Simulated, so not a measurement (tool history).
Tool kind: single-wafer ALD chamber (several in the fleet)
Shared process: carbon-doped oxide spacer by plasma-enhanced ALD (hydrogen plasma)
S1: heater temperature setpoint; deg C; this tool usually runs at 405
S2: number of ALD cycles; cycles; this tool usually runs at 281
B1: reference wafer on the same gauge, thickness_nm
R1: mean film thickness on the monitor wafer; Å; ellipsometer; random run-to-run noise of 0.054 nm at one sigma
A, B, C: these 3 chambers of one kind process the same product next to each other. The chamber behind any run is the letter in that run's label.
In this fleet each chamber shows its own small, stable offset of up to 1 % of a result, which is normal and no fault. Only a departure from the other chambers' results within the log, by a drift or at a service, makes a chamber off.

run,hour,S1,S2,B1,R1
1A,10.8,405,281,15.603,138.22
2B,22.3,405,281,15.612,139.03
3C,31.4,405,281,15.616,137.68
4A,41.7,405,281,15.599,138.85
5B,49.8,405,281,15.601,139.4
6C,57.3,405,281,15.604,136.6
7B,69,405,281,15.604,139.26
8C,76.9,405,281,15.582,137.48
9A,84.6,405,281,15.607,139.37
10B,93.2,405,281,15.587,138.27
11A,100.9,405,281,15.604,139.2
12C,106.4,405,281,15.589,137.82
13B,113.3,405,262,15.589,129.66
14A,121.7,405,262,15.608,129.53
# hour 126.9: chamber B: thermocouple changed; heater temperature recalibrated
15C,132.6,405,262,15.612,128.97
16B,140.9,405,281,15.591,138.35
17C,152.3,405,281,15.605,137.84
18A,163.8,411,281,15.605,136.13
19A,174.4,411,281,15.599,135.7
20C,182.2,411,281,15.597,134.04
21B,192.6,405,281,15.606,138.97
22A,204.2,405,281,15.589,138.48
23B,213.3,398,309,15.595,154.19
24C,224.6,398,309,15.6,153.75
25C,235.8,398,309,15.608,154.09
26A,243.7,405,281,15.605,139.02
27B,249.3,405,281,15.598,138.22

Which is it: a chamber that has drifted or been left off by a service, a gauge drift common to all chambers, or only each chamber's usual small offset? If a chamber is off, name it and its likeliest cause.

The fleet is healthy, with each chamber sitting at its usual small offset and no drift in the gauge.
